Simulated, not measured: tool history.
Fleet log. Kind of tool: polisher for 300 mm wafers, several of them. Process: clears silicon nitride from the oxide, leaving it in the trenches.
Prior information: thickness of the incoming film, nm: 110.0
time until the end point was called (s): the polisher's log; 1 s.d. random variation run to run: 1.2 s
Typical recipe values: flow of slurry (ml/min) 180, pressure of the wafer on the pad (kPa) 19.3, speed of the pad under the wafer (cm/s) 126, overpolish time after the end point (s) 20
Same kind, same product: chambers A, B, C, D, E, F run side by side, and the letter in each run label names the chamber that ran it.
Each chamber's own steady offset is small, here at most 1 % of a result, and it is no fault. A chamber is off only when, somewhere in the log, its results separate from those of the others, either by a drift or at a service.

run   hour  flow of slurry (ml/min)  pressure of the wafer on the pad (kPa)  speed of the pad under the wafer (cm/s)  overpolish time after the end point (s)  time until the end point was called (s)
 1E    2.7                      180                                    19.3                                      126                                       20                                   90.067
 2B    7.2                      180                                    19.3                                      126                                       20                                   89.231
      10.7  -- chamber D: worn pad replaced by a new one
 3D   11.3                      180                                    19.3                                      126                                       20                                   89.859
 4C   16.2                      180                                    19.3                                      126                                       20                                   87.585
      17.1  -- chamber C: worn pad replaced by a new one
 5F   19.4                      180                                    19.3                                      126                                       20                                   88.279
 6A   22.3                      180                                    19.3                                      126                                       20                                   87.975
      25.9  -- chamber B: worn pad replaced by a new one
 7A   26.5                      180                                    19.3                                       88                                       20                                    126.7
 8D   29.6                      180                                    19.3                                       88                                       20                                   130.35
 9C   35.4                      180                                    19.3                                       88                                       20                                   128.65
10B   41.2                      180                                    19.3                                       88                                       20                                   128.93
      43.9  -- chamber E: worn pad replaced by a new one
11F   46.4                      180                                    19.3                                       88                                       20                                   125.09
12E   49.9                      180                                    19.3                                       88                                       20                                   129.09
13D   55.1                      180                                    19.3                                      126                                       20                                   89.791
14C   60.9                      180                                    19.3                                      126                                       20                                    89.61
15A   65.5                      205                                    19.3                                      126                                       30                                   89.312
16F   69.6                      205                                    19.3                                      126                                       30                                   88.227
      71.6  -- chamber D: worn pad replaced by a new one
17E   74.2                      205                                    19.3                                      126                                       30                                   86.768
18B   78.7                      205                                    19.3                                      126                                       30                                   88.452
19E   83.4                      205                                    19.3                                      126                                       30                                   88.464
      83.7  -- chamber E: head pressure recalibrated
20D   89.4                      205                                    19.3                                      126                                       30                                   88.951
21C   94.6                      180                                    19.3                                      126                                       20                                   89.794
      97.7  -- chamber F: worn pad replaced by a new one
22F   98.3                      180                                    19.3                                      126                                       20                                   89.729
     100.5  -- chamber E: slurry nozzle cleaned
23A  103.4                      145                                    19.3                                      126                                       12                                     95.2
       107  -- chamber C: head pressure recalibrated
24B  107.1                      145                                    19.3                                      126                                       12                                   93.317
25F  111.6                      145                                    19.3                                      126                                       12                                   91.207
26E  116.6                      145                                    19.3                                      126                                       12                                   94.876
27D  121.9                      145                                    19.3                                      126                                       12                                   92.347
28A  124.8                      145                                    19.3                                      126                                       12                                   92.288
29C  130.3                      180                                    19.3                                      126                                       20                                   89.858
     132.4  -- chamber D: worn pad replaced by a new one
     133.2  -- chamber E: worn pad replaced by a new one
30B  136.3                      180                                    19.3                                      126                                       20                                   90.034
     138.8  -- chamber F: slurry nozzle cleaned
     141.2  -- chamber A: worn pad replaced by a new one
31C  141.7                      180                                    19.3                                      126                                       20                                   90.701
32A  145.6                      180                                    19.3                                      126                                       20                                   89.903
     146.4  -- chamber B: worn pad replaced by a new one
33B    150                      205                                    19.3                                      164                                       20                                   67.785
34D  153.1                      205                                    19.3                                      164                                       20                                   69.025
35E  156.2                      205                                    19.3                                      164                                       20                                   67.252
36F  160.2                      205                                    19.3                                      164                                       20                                   66.849

Has any chamber moved away from the others, gradually or after a service, or does the common gauge drift, or do the chambers differ only by their own small steady offsets? State the chamber and the most likely cause if one applies.

No chamber stands off beyond its own small offset, and the gauge holds steady.
